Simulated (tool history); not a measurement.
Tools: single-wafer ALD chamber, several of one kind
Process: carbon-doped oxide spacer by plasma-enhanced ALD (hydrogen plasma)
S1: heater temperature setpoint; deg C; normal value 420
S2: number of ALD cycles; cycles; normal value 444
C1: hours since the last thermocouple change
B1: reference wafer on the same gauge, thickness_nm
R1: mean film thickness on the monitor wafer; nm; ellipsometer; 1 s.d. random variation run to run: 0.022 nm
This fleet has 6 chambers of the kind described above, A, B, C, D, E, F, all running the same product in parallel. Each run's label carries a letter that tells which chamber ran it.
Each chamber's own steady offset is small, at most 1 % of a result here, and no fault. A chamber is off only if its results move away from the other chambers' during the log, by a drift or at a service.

run 1E day=0.158 | S1=420 S2=444 | C1=1463.2 | B1=17.804 | R1=20.99
run 2C day=0.371 | S1=420 S2=444 | C1=2474.3 | B1=17.799 | R1=20.915
run 3B day=0.521 | S1=420 S2=444 | C1=1281.3 | B1=17.797 | R1=20.754
run 4A day=0.712 | S1=420 S2=444 | C1=285.8 | B1=17.799 | R1=20.713
run 5D day=1.017 | S1=420 S2=444 | C1=1274 | B1=17.791 | R1=20.812
run 6F day=1.267 | S1=425 S2=390 | C1=1745.7 | B1=17.79 | R1=18.061
run 7C day=1.425 | S1=425 S2=390 | C1=2499.6 | B1=17.793 | R1=18.062
run 8A day=1.621 | S1=425 S2=390 | C1=307.6 | B1=17.79 | R1=17.899
run 9E day=1.825 | S1=425 S2=390 | C1=1503.2 | B1=17.793 | R1=18.114
run 10B day=1.979 | S1=425 S2=390 | C1=1316.3 | B1=17.787 | R1=17.949
run 11F day=2.279 | S1=425 S2=390 | C1=1770 | B1=17.78 | R1=18.008
run 12D day=2.562 | S1=420 S2=444 | C1=1311.1 | B1=17.786 | R1=20.813
run 13D day=2.725 | S1=420 S2=444 | C1=1315 | B1=17.784 | R1=20.825
run 14C day=2.954 | S1=420 S2=444 | C1=2536.3 | B1=17.781 | R1=20.914
run 15F day=3.196 | S1=420 S2=389 | C1=1792 | B1=17.777 | R1=18.286
run 16B day=3.35 | S1=420 S2=389 | C1=1349.2 | B1=17.773 | R1=18.16
run 17E day=3.65 | S1=420 S2=389 | C1=1547 | B1=17.771 | R1=18.389
run 18A day=3.946 | S1=420 S2=389 | C1=363.4 | B1=17.776 | R1=18.137
run 19F day=4.246 | S1=420 S2=389 | C1=1817.2 | B1=17.776 | R1=18.311
run 20E day=4.567 | S1=420 S2=389 | C1=1569 | B1=17.767 | R1=18.321
run 21B day=4.829 | S1=420 S2=444 | C1=1384.7 | B1=17.77 | R1=20.726
run 22C day=5.112 | S1=428 S2=444 | C1=2588.1 | B1=17.761 | R1=20.296
run 23A day=5.258 | S1=428 S2=444 | C1=394.9 | B1=17.767 | R1=20.178
run 24D day=5.408 | S1=428 S2=444 | C1=1379.4 | B1=17.757 | R1=20.261
run 25D day=5.7 | S1=428 S2=444 | C1=1386.4 | B1=17.76 | R1=20.29
run 26B day=5.904 | S1=428 S2=444 | C1=1410.5 | B1=17.759 | R1=20.182
run 27C day=6.142 | S1=428 S2=444 | C1=2612.8 | B1=17.757 | R1=20.319
run 28A day=6.45 | S1=420 S2=444 | C1=423.5 | B1=17.753 | R1=20.673
run 29F day=6.6 | S1=420 S2=444 | C1=1873.7 | B1=17.753 | R1=20.825
run 30E day=6.858 | S1=430 S2=525 | C1=1624 | B1=17.75 | R1=24.004
run 31B day=7 | S1=430 S2=525 | C1=1436.8 | B1=17.747 | R1=23.699
run 32F day=7.175 | S1=430 S2=525 | C1=1887.5 | B1=17.751 | R1=23.926
run 33D day=7.462 | S1=430 S2=525 | C1=1428.7 | B1=17.744 | R1=23.809
run 34C day=7.783 | S1=430 S2=525 | C1=2652.2 | B1=17.746 | R1=23.847
run 35E day=8.046 | S1=430 S2=525 | C1=1652.5 | B1=17.74 | R1=23.916
run 36A day=8.212 | S1=430 S2=409 | C1=465.8 | B1=17.739 | R1=18.43
run 37A day=8.454 | S1=430 S2=409 | C1=471.6 | B1=17.743 | R1=18.413
run 38B day=8.775 | S1=430 S2=409 | C1=1479.4 | B1=17.735 | R1=18.46
run 39C day=9.058 | S1=430 S2=409 | C1=2682.8 | B1=17.733 | R1=18.605
run 40D day=9.375 | S1=430 S2=409 | C1=1474.6 | B1=17.732 | R1=18.521
run 41F day=9.517 | S1=430 S2=409 | C1=1943.7 | B1=17.732 | R1=18.581
run 42E day=9.796 | S1=420 S2=444 | C1=1694.5 | B1=17.73 | R1=20.889
run 43A day=10.004 | S1=420 S2=444 | C1=508.8 | B1=17.732 | R1=20.692
run 44B day=10.158 | S1=420 S2=444 | C1=1512.6 | B1=17.725 | R1=20.661

Next, every chamber runs the same settings. What will each give?
run 45A day=10.392 | S1=420 S2=524 | R1=?
run 45B day=10.392 | S1=420 S2=524 | R1=?
run 45C day=10.392 | S1=420 S2=524 | R1=?
run 45D day=10.392 | S1=420 S2=524 | R1=?
run 45E day=10.392 | S1=420 S2=524 | R1=?
run 45F day=10.392 | S1=420 S2=524 | R1=?

run=45A R1=24.381
run=45B R1=24.405
run=45C R1=24.55
run=45D R1=24.538
run=45E R1=24.68
run=45F R1=24.595
